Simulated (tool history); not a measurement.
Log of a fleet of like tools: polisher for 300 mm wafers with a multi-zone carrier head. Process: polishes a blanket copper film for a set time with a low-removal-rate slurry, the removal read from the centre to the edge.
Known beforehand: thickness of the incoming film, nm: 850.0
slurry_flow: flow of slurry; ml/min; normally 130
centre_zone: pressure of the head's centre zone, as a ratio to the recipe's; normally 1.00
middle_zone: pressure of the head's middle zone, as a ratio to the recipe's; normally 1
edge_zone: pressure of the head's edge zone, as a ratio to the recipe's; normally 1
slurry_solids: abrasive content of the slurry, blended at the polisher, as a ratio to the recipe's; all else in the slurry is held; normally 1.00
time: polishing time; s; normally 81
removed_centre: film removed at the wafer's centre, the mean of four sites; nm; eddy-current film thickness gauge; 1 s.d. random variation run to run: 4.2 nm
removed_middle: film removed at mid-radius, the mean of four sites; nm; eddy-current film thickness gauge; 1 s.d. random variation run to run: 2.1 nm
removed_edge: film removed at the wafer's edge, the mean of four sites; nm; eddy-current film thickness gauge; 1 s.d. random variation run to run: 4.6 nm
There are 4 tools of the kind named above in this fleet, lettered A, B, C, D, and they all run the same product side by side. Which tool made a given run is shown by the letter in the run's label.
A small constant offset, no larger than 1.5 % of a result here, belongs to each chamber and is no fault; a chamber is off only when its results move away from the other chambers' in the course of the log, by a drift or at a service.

{"day": 0.208, "done": "chamber D: worn pad replaced by a new one"}
{"run": "1C", "day": 0.258, "slurry_flow": 130, "centre_zone": 1.0, "middle_zone": 1, "edge_zone": 1, "slurry_solids": 1.0, "time": 81, "removed_centre": 312.23, "removed_middle": 317.23, "removed_edge": 305.85}
{"run": "2A", "day": 0.738, "slurry_flow": 130, "centre_zone": 1.0, "middle_zone": 1, "edge_zone": 1, "slurry_solids": 1.0, "time": 81, "removed_centre": 314.52, "removed_middle": 311.97, "removed_edge": 309.17}
{"run": "3D", "day": 1.075, "slurry_flow": 130, "centre_zone": 1.0, "middle_zone": 1, "edge_zone": 1, "slurry_solids": 1.0, "time": 81, "removed_centre": 314.43, "removed_middle": 316.2, "removed_edge": 304.6}
{"run": "4B", "day": 1.442, "slurry_flow": 130, "centre_zone": 1.0, "middle_zone": 1, "edge_zone": 1, "slurry_solids": 1.0, "time": 81, "removed_centre": 307.41, "removed_middle": 314.24, "removed_edge": 320.28}
{"run": "5D", "day": 1.767, "slurry_flow": 130, "centre_zone": 1.0, "middle_zone": 1, "edge_zone": 1, "slurry_solids": 1.0, "time": 81, "removed_centre": 315.39, "removed_middle": 316.66, "removed_edge": 314.03}
{"run": "6B", "day": 2.133, "slurry_flow": 130, "centre_zone": 1.0, "middle_zone": 1, "edge_zone": 1, "slurry_solids": 1.0, "time": 81, "removed_centre": 308.38, "removed_middle": 310.81, "removed_edge": 306.41}
{"run": "7C", "day": 2.575, "slurry_flow": 130, "centre_zone": 1.0, "middle_zone": 1, "edge_zone": 1, "slurry_solids": 1.0, "time": 81, "removed_centre": 310.19, "removed_middle": 313.32, "removed_edge": 304.7}
{"day": 2.779, "done": "chamber B: worn pad replaced by a new one"}
{"run": "8A", "day": 2.975, "slurry_flow": 130, "centre_zone": 1.0, "middle_zone": 1, "edge_zone": 1, "slurry_solids": 1.0, "time": 81, "removed_centre": 308.1, "removed_middle": 312.71, "removed_edge": 305.91}
{"run": "9C", "day": 3.312, "slurry_flow": 130, "centre_zone": 1.0, "middle_zone": 1, "edge_zone": 1, "slurry_solids": 1.0, "time": 81, "removed_centre": 308.49, "removed_middle": 312.23, "removed_edge": 316.56}
{"day": 3.496, "done": "chamber A: worn pad replaced by a new one"}
{"run": "10A", "day": 3.688, "slurry_flow": 130, "centre_zone": 1.0, "middle_zone": 1, "edge_zone": 1, "slurry_solids": 1.0, "time": 81, "removed_centre": 316.07, "removed_middle": 310.88, "removed_edge": 315.03}
{"day": 3.983, "done": "chamber D: slurry nozzle cleaned"}
{"run": "11B", "day": 4.183, "slurry_flow": 130, "centre_zone": 1.0, "middle_zone": 1, "edge_zone": 1, "slurry_solids": 1.0, "time": 81, "removed_centre": 310.15, "removed_middle": 313.81, "removed_edge": 318.5}
{"day": 4.475, "done": "chamber D: worn pad replaced by a new one"}
{"run": "12D", "day": 4.633, "slurry_flow": 130, "centre_zone": 1.0, "middle_zone": 1, "edge_zone": 1, "slurry_solids": 1.0, "time": 81, "removed_centre": 306.59, "removed_middle": 314.01, "removed_edge": 317.21}
{"day": 4.908, "done": "chamber A: slurry nozzle cleaned"}
{"run": "13B", "day": 5.075, "slurry_flow": 130, "centre_zone": 1.0, "middle_zone": 1, "edge_zone": 1, "slurry_solids": 1.0, "time": 81, "removed_centre": 313.13, "removed_middle": 312.67, "removed_edge": 311.51}
{"day": 5.196, "done": "chamber C: worn pad replaced by a new one"}
{"day": 5.429, "done": "chamber B: slurry nozzle cleaned"}
{"run": "14C", "day": 5.542, "slurry_flow": 130, "centre_zone": 1.0, "middle_zone": 1, "edge_zone": 1, "slurry_solids": 1.0, "time": 81, "removed_centre": 317.41, "removed_middle": 308.98, "removed_edge": 302.62}
{"run": "15A", "day": 5.971, "slurry_flow": 130, "centre_zone": 1.0, "middle_zone": 1, "edge_zone": 1, "slurry_solids": 1.0, "time": 81, "removed_centre": 310.5, "removed_middle": 312.88, "removed_edge": 311.03}
{"run": "16D", "day": 6.258, "slurry_flow": 130, "centre_zone": 1.0, "middle_zone": 1, "edge_zone": 1, "slurry_solids": 1.0, "time": 81, "removed_centre": 319.71, "removed_middle": 314.27, "removed_edge": 305.43}
{"run": "17A", "day": 6.65, "slurry_flow": 130, "centre_zone": 1.0, "middle_zone": 1, "edge_zone": 1, "slurry_solids": 1.0, "time": 81, "removed_centre": 308.48, "removed_middle": 311.61, "removed_edge": 316.28}
{"day": 6.679, "done": "chamber B: worn pad replaced by a new one"}
{"run": "18C", "day": 6.879, "slurry_flow": 130, "centre_zone": 1.0, "middle_zone": 1, "edge_zone": 1, "slurry_solids": 1.0, "time": 81, "removed_centre": 307.3, "removed_middle": 310.13, "removed_edge": 307.15}
{"run": "19B", "day": 7.371, "slurry_flow": 130, "centre_zone": 1.0, "middle_zone": 1, "edge_zone": 1, "slurry_solids": 1.0, "time": 81, "removed_centre": 307.5, "removed_middle": 309.44, "removed_edge": 317.08}
{"run": "20D", "day": 7.733, "slurry_flow": 130, "centre_zone": 1.0, "middle_zone": 1, "edge_zone": 1, "slurry_solids": 1.0, "time": 81, "removed_centre": 309.54, "removed_middle": 316.63, "removed_edge": 315.87}
{"run": "21B", "day": 8.0, "slurry_flow": 130, "centre_zone": 1.0, "middle_zone": 1, "edge_zone": 1, "slurry_solids": 1.0, "time": 81, "removed_centre": 313.55, "removed_middle": 317.15, "removed_edge": 317.94}
{"day": 8.125, "done": "chamber A: centre zone pressure recalibrated"}
{"run": "22D", "day": 8.312, "slurry_flow": 100, "centre_zone": 0.91, "middle_zone": 1, "edge_zone": 1, "slurry_solids": 1.0, "time": 81, "removed_centre": 264.64, "removed_middle": 295.18, "removed_edge": 301.63}
{"day": 8.367, "done": "chamber A: worn pad replaced by a new one"}
{"run": "23C", "day": 8.625, "slurry_flow": 100, "centre_zone": 0.91, "middle_zone": 1, "edge_zone": 1, "slurry_solids": 1.0, "time": 81, "removed_centre": 250.31, "removed_middle": 287.29, "removed_edge": 287.95}
{"run": "24A", "day": 8.888, "slurry_flow": 100, "centre_zone": 0.91, "middle_zone": 1, "edge_zone": 1, "slurry_solids": 1.0, "time": 81, "removed_centre": 265.17, "removed_middle": 292.53, "removed_edge": 312.16}
{"run": "25D", "day": 9.308, "slurry_flow": 100, "centre_zone": 0.91, "middle_zone": 1, "edge_zone": 1, "slurry_solids": 1.0, "time": 81, "removed_centre": 261.23, "removed_middle": 297.7, "removed_edge": 303.43}
{"run": "26B", "day": 9.596, "slurry_flow": 130, "centre_zone": 1.0, "middle_zone": 1, "edge_zone": 1, "slurry_solids": 1.0, "time": 81, "removed_centre": 311.22, "removed_middle": 314.0, "removed_edge": 319.57}
{"run": "27A", "day": 9.929, "slurry_flow": 130, "centre_zone": 1.0, "middle_zone": 1, "edge_zone": 1, "slurry_solids": 1.0, "time": 81, "removed_centre": 317.05, "removed_middle": 311.54, "removed_edge": 311.65}
{"day": 9.958, "done": "chamber D: worn pad replaced by a new one"}
{"run": "28C", "day": 10.388, "slurry_flow": 130, "centre_zone": 1.0, "middle_zone": 1, "edge_zone": 1, "slurry_solids": 1.0, "time": 81, "removed_centre": 308.62, "removed_middle": 304.12, "removed_edge": 313.91}
{"day": 10.404, "done": "chamber B: worn pad replaced by a new one"}
{"run": "29B", "day": 10.688, "slurry_flow": 130, "centre_zone": 1.0, "middle_zone": 1, "edge_zone": 1, "slurry_solids": 1.0, "time": 81, "removed_centre": 317.88, "removed_middle": 312.52, "removed_edge": 316.37}
{"run": "30D", "day": 11.042, "slurry_flow": 130, "centre_zone": 1.0, "middle_zone": 1, "edge_zone": 1, "slurry_solids": 1.0, "time": 81, "removed_centre": 311.33, "removed_middle": 315.08, "removed_edge": 311.36}
{"run": "31C", "day": 11.458, "slurry_flow": 130, "centre_zone": 1.0, "middle_zone": 1, "edge_zone": 1, "slurry_solids": 1.0, "time": 81, "removed_centre": 295.41, "removed_middle": 300.01, "removed_edge": 303.5}
{"run": "32A", "day": 11.692, "slurry_flow": 130, "centre_zone": 1.0, "middle_zone": 1, "edge_zone": 1, "slurry_solids": 1.0, "time": 81, "removed_centre": 313.78, "removed_middle": 309.06, "removed_edge": 311.13}
{"day": 11.871, "done": "chamber C: worn pad replaced by a new one"}
{"day": 11.879, "done": "chamber A: edge zone pressure recalibrated"}
{"run": "33C", "day": 12.038, "slurry_flow": 130, "centre_zone": 1.0, "middle_zone": 1, "edge_zone": 1, "slurry_solids": 1.0, "time": 108, "removed_centre": 402.1, "removed_middle": 404.19, "removed_edge": 399.93}
{"run": "34B", "day": 12.312, "slurry_flow": 130, "centre_zone": 1.0, "middle_zone": 1, "edge_zone": 1, "slurry_solids": 1.0, "time": 108, "removed_centre": 411.26, "removed_middle": 423.93, "removed_edge": 412.63}
{"run": "35A", "day": 12.742, "slurry_flow": 130, "centre_zone": 1.0, "middle_zone": 1, "edge_zone": 1, "slurry_solids": 1.0, "time": 108, "removed_centre": 415.35, "removed_middle": 411.18, "removed_edge": 422.56}
{"day": 12.954, "done": "chamber A: worn pad replaced by a new one"}
{"run": "36D", "day": 13.096, "slurry_flow": 130, "centre_zone": 1.0, "middle_zone": 1, "edge_zone": 1, "slurry_solids": 1.0, "time": 108, "removed_centre": 416.86, "removed_middle": 424.2, "removed_edge": 410.66}
{"run": "37D", "day": 13.458, "slurry_flow": 130, "centre_zone": 1.0, "middle_zone": 1, "edge_zone": 1, "slurry_solids": 1.0, "time": 81, "removed_centre": 318.3, "removed_middle": 314.19, "removed_edge": 314.76}
{"run": "38C", "day": 13.921, "slurry_flow": 130, "centre_zone": 1.0, "middle_zone": 1, "edge_zone": 1, "slurry_solids": 1.0, "time": 81, "removed_centre": 296.59, "removed_middle": 296.41, "removed_edge": 310.35}
{"run": "39B", "day": 14.162, "slurry_flow": 130, "centre_zone": 1.0, "middle_zone": 1, "edge_zone": 1, "slurry_solids": 1.0, "time": 81, "removed_centre": 314.17, "removed_middle": 314.38, "removed_edge": 311.9}
{"run": "40A", "day": 14.442, "slurry_flow": 130, "centre_zone": 1.0, "middle_zone": 1, "edge_zone": 1, "slurry_solids": 1.0, "time": 81, "removed_centre": 316.7, "removed_middle": 311.19, "removed_edge": 306.66}
{"run": "41A", "day": 14.667, "slurry_flow": 130, "centre_zone": 1.0, "middle_zone": 1, "edge_zone": 1, "slurry_solids": 1.0, "time": 81, "removed_centre": 309.92, "removed_middle": 305.41, "removed_edge": 317.02}
{"day": 14.746, "done": "chamber B: worn pad replaced by a new one"}
{"run": "42B", "day": 15.021, "slurry_flow": 130, "centre_zone": 1.0, "middle_zone": 1, "edge_zone": 1, "slurry_solids": 1.0, "time": 81, "removed_centre": 304.2, "removed_middle": 313.84, "removed_edge": 309.49}
{"day": 15.208, "done": "chamber D: worn pad replaced by a new one"}
{"run": "43D", "day": 15.283, "slurry_flow": 130, "centre_zone": 1.0, "middle_zone": 1, "edge_zone": 1, "slurry_solids": 1.0, "time": 81, "removed_centre": 317.63, "removed_middle": 315.8, "removed_edge": 315.18}
{"run": "44C", "day": 15.512, "slurry_flow": 130, "centre_zone": 1.0, "middle_zone": 1, "edge_zone": 1, "slurry_solids": 1.0, "time": 81, "removed_centre": 281.96, "removed_middle": 292.41, "removed_edge": 296.73}

Is one chamber off against the others, does the gauge drift, or is nothing wrong? If a chamber is off, say which, and what the likeliest cause is.

It is chamber C that slowly wanders off from its peers.
Most likely cause: slurry flow missing at the pad, % = 25.9.

Below are 4 candidate recipes for chamber C's next run, each the usual settings with a change, their results shown as question marks. Which of them brings C's results back in line with what the other chambers give on the usual settings?
In line means no further than this from the other chambers' mean on the usual settings: removed_centre 15.00 nm; removed_middle 7.50 nm; removed_edge 16.00 nm
{"run": "45C-1", "day": 15.867, "slurry_flow": 135, "centre_zone": 1.02, "middle_zone": 1.01, "edge_zone": 0.99, "slurry_solids": 1.0, "time": 85, "removed_centre": "?", "removed_middle": "?", "removed_edge": "?"}
{"run": "45C-2", "day": 15.867, "slurry_flow": 125, "centre_zone": 0.98, "middle_zone": 0.99, "edge_zone": 1.01, "slurry_solids": 1.0, "time": 77, "removed_centre": "?", "removed_middle": "?", "removed_edge": "?"}
{"run": "45C-3", "day": 15.867, "slurry_flow": 120, "centre_zone": 0.97, "middle_zone": 0.99, "edge_zone": 1.02, "slurry_solids": 1.0, "time": 75, "removed_centre": "?", "removed_middle": "?", "removed_edge": "?"}
{"run": "45C-4", "day": 15.867, "slurry_flow": 140, "centre_zone": 1.03, "middle_zone": 1.02, "edge_zone": 0.98, "slurry_solids": 1.0, "time": 88, "removed_centre": "?", "removed_middle": "?", "removed_edge": "?"}

What the other chambers average on the usual settings: removed_centre 312.13 nm; removed_middle 313.41 nm; removed_edge 312.80 nm
run=45C-1 removed_centre=309.27 removed_middle=312.29 removed_edge=308.33
run=45C-2 removed_centre=261.14 removed_middle=271.64 removed_edge=278.08
run=45C-3 removed_centre=247.82 removed_middle=261.28 removed_edge=269.98
run=45C-4 removed_centre=327.45 removed_middle=329.54 removed_edge=319.68
It is 45C-1 that realigns the chamber with its peers.
